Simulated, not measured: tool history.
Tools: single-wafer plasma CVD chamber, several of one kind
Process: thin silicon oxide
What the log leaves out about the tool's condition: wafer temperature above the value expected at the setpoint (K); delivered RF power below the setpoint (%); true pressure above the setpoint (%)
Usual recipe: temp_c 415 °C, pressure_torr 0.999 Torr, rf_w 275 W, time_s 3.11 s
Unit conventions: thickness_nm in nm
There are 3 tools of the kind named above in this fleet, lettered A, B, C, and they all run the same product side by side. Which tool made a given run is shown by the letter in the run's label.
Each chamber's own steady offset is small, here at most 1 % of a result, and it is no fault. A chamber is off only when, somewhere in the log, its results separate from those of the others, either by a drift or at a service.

run   hour  temp_c  pressure_torr  rf_w  time_s  hours since the last thermocouple change  hours since the last RF generator calibration  hours since the last manometer calibration  read-back reference wafer on the same gauge, thickness_nm  thickness_nm
 1C    8.6     415          0.999   275    3.11                                     479.3                                          251.9                                      1578.6                                                     6.0490        6.6151
 2A   22.3     415          0.999   275    3.11                                    1482.6                                          873.1                                      1426.9                                                     6.0471        6.6131
 3B   29.2     415          0.999   275    3.11                                     329.2                                          720.8                                      1535.2                                                     6.0516        6.6231
 4A   42.3     415          0.999   275    3.11                                    1502.6                                          893.1                                      1446.9                                                     6.0544        6.5971
 5C   54.4     415          0.999   275    3.11                                     525.1                                          297.7                                      1624.4                                                     6.0487        6.6473
 6B   61.4     415          0.999   275    3.11                                     361.4                                          753.0                                      1567.4                                                     6.0517        6.6149
 7A   76.1     415          0.999   275    3.11                                    1536.4                                          926.9                                      1480.7                                                     6.0476        6.5691
 8C   89.2     415          0.999   275    3.11                                     559.9                                          332.5                                      1659.2                                                     6.0510        6.6601
 9B  102.9     415          0.999   275    3.11                                     402.9                                          794.5                                      1608.9                                                     6.0474        6.6274
     108.6  -- chamber B: RF generator calibrated
10B  118.1     415          0.999   275    3.11                                     418.1                                            9.6                                      1624.1                                                     6.0493        6.6107
11A  127.4     415          0.999   275    3.11                                    1587.7                                          978.2                                      1532.0                                                     6.0541        6.6171
12C  139.4     415          0.999   275    3.11                                     610.1                                          382.7                                      1709.4                                                     6.0497        6.6305
13C  150.7     415          0.999   275    3.11                                     621.4                                          394.0                                      1720.7                                                     6.0495        6.6682
14B  163.7     415          0.999   275    3.11                                     463.7                                           55.2                                      1669.7                                                     6.0472        6.6479
15A  171.8     415          0.999   275    3.11                                    1632.1                                         1022.6                                      1576.4                                                     6.0504        6.5838
16B  182.9     415          0.878   275    2.79                                     482.9                                           74.4                                      1688.9                                                     6.0487        5.3341
17C  196.6     415          0.878   275    2.79                                     667.3                                          439.9                                      1766.6                                                     6.0539        5.3588
18A  207.2     415          0.878   275    2.79                                    1667.5                                         1058.0                                      1611.8                                                     6.0480        5.3153
19A  215.9     415          0.999   275    3.11                                    1676.2                                         1066.7                                      1620.5                                                     6.0522        6.5946
20B  229.4     415          0.999   275    3.11                                     529.4                                          120.9                                      1735.4                                                     6.0510        6.6293
21C  238.5     415          0.999   275    3.34                                     709.2                                          481.8                                      1808.5                                                     6.0534        7.1142
22C  247.5     415          0.999   275    3.34                                     718.2                                          490.8                                      1817.5                                                     6.0485        7.1600

All chambers now run identical settings, listed one chamber a line with results as question marks. What results will each chamber show?
23A  258.5     415          0.999   275    3.11                                                                                                                                                                                                             ?
23B  258.5     415          0.999   275    3.11                                                                                                                                                                                                             ?
23C  258.5     415          0.999   275    3.11                                                                                                                                                                                                             ?

run  thickness_nm
23A        6.5795
23B        6.6009
23C        6.6559
